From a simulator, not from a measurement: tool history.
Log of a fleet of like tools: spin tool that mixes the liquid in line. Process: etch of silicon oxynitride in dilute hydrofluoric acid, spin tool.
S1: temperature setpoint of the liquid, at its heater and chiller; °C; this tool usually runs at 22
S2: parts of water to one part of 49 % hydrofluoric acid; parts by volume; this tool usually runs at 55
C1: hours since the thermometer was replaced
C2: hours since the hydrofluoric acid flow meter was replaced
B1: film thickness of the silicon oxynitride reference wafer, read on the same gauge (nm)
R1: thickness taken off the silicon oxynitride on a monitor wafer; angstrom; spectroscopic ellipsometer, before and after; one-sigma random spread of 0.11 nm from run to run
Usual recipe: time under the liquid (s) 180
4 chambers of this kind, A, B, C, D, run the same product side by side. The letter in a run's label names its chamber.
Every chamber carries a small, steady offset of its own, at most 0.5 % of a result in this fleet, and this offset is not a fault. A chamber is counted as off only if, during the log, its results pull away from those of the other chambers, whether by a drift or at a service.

Run 1A, hour 10.3: usual settings; C1 1676; C2 1043.1; B1 110.02. Result: R1 149.01 angstrom.
Run 2D, hour 22.8: usual settings; C1 803.3; C2 254.1; B1 109.98. Result: R1 145.75 angstrom.
Run 3C, hour 33.5: usual settings; C1 415.2; C2 83.1; B1 110.02. Result: R1 149.14 angstrom.
Run 4B, hour 43: usual settings; C1 593.5; C2 906.8; B1 109.98. Result: R1 147.53 angstrom.
Run 5B, hour 53.3: usual settings; C1 603.8; C2 917.1; B1 109.98. Result: R1 148.58 angstrom.
Run 6D, hour 65.5: usual settings; C1 846; C2 296.8; B1 110. Result: R1 146.98 angstrom.
Run 7C, hour 75.1: usual settings; C1 456.8; C2 124.7; B1 110.01. Result: R1 148.63 angstrom.
Run 8A, hour 84.8: usual settings; C1 1750.5; C2 1117.6; B1 110. Result: R1 144.99 angstrom.
At hour 90.5: chamber A: hydrofluoric acid flow meter replaced.
Run 9C, hour 93.1: usual settings but S1 20 °C, S2 40 parts by volume; C1 474.8; C2 142.7; B1 110.03. Result: R1 186.92 angstrom.
Run 10B, hour 104.8: usual settings but S1 20 °C, S2 40 parts by volume; C1 655.3; C2 968.6; B1 109.98. Result: R1 188.48 angstrom.
Run 11A, hour 115.6: usual settings but S1 20 °C, S2 40 parts by volume; C1 1781.3; C2 25.2; B1 110. Result: R1 183.31 angstrom.
At hour 124.3: chamber D: thermometer replaced.
Run 12D, hour 125.5: usual settings but S1 20 °C, S2 40 parts by volume; C1 1.3; C2 356.8; B1 109.99. Result: R1 182.3 angstrom.
Run 13C, hour 137.6: usual settings; C1 519.3; C2 187.2; B1 109.98. Result: R1 147.66 angstrom.
Run 14D, hour 144.4: usual settings; C1 20.2; C2 375.7; B1 110.01. Result: R1 146.86 angstrom.
Run 15A, hour 153: usual settings; C1 1818.7; C2 62.6; B1 110. Result: R1 147.91 angstrom.
Run 16B, hour 165.5: usual settings but S2 65 parts by volume, time under the liquid (s) 120; C1 716; C2 1029.3; B1 110.01. Result: R1 87.083 angstrom.
Run 17D, hour 175.8: usual settings but S2 65 parts by volume, time under the liquid (s) 120; C1 51.6; C2 407.1; B1 109.99. Result: R1 82.201 angstrom.
Run 18C, hour 183.9: usual settings but S2 65 parts by volume, time under the liquid (s) 120; C1 565.6; C2 233.5; B1 110.03. Result: R1 82.42 angstrom.
Run 19A, hour 193.4: usual settings but S2 65 parts by volume, time under the liquid (s) 120; C1 1859.1; C2 103; B1 109.99. Result: R1 83.708 angstrom.
Run 20B, hour 200.1: usual settings; C1 750.6; C2 1063.9; B1 110.01. Result: R1 155.85 angstrom.
Run 21D, hour 209.5: usual settings; C1 85.3; C2 440.8; B1 110.01. Result: R1 149.19 angstrom.
Run 22A, hour 221.8: usual settings; C1 1887.5; C2 131.4; B1 110.02. Result: R1 148.29 angstrom.
Run 23B, hour 232.6: usual settings; C1 783.1; C2 1096.4; B1 110.01. Result: R1 159.89 angstrom.
Run 24C, hour 238.8: usual settings but S2 30 parts by volume, time under the liquid (s) 90; C1 620.5; C2 288.4; B1 110.01. Result: R1 137.38 angstrom.
Run 25C, hour 250.9: usual settings but S2 30 parts by volume, time under the liquid (s) 90; C1 632.6; C2 300.5; B1 109.99. Result: R1 138.47 angstrom.
Run 26A, hour 260.8: usual settings but S2 30 parts by volume, time under the liquid (s) 90; C1 1926.5; C2 170.4; B1 109.98. Result: R1 139.68 angstrom.
Run 27D, hour 269.3: usual settings but S2 30 parts by volume, time under the liquid (s) 90; C1 145.1; C2 500.6; B1 110.02. Result: R1 136.07 angstrom.
Run 28B, hour 279.5: usual settings; C1 830; C2 1143.3; B1 109.98. Result: R1 159.96 angstrom.

Predict what each chamber gives when all 4 of them run the settings below next.
Run 29A, hour 288.5: usual settings but S1 20 °C. Result: R1 ?.
Run 29B, hour 288.5: usual settings but S1 20 °C. Result: R1 ?.
Run 29C, hour 288.5: usual settings but S1 20 °C. Result: R1 ?.
Run 29D, hour 288.5: usual settings but S1 20 °C. Result: R1 ?.

run      R1
29A  133.07
29B  147.65
29C  132.15
29D  133.34

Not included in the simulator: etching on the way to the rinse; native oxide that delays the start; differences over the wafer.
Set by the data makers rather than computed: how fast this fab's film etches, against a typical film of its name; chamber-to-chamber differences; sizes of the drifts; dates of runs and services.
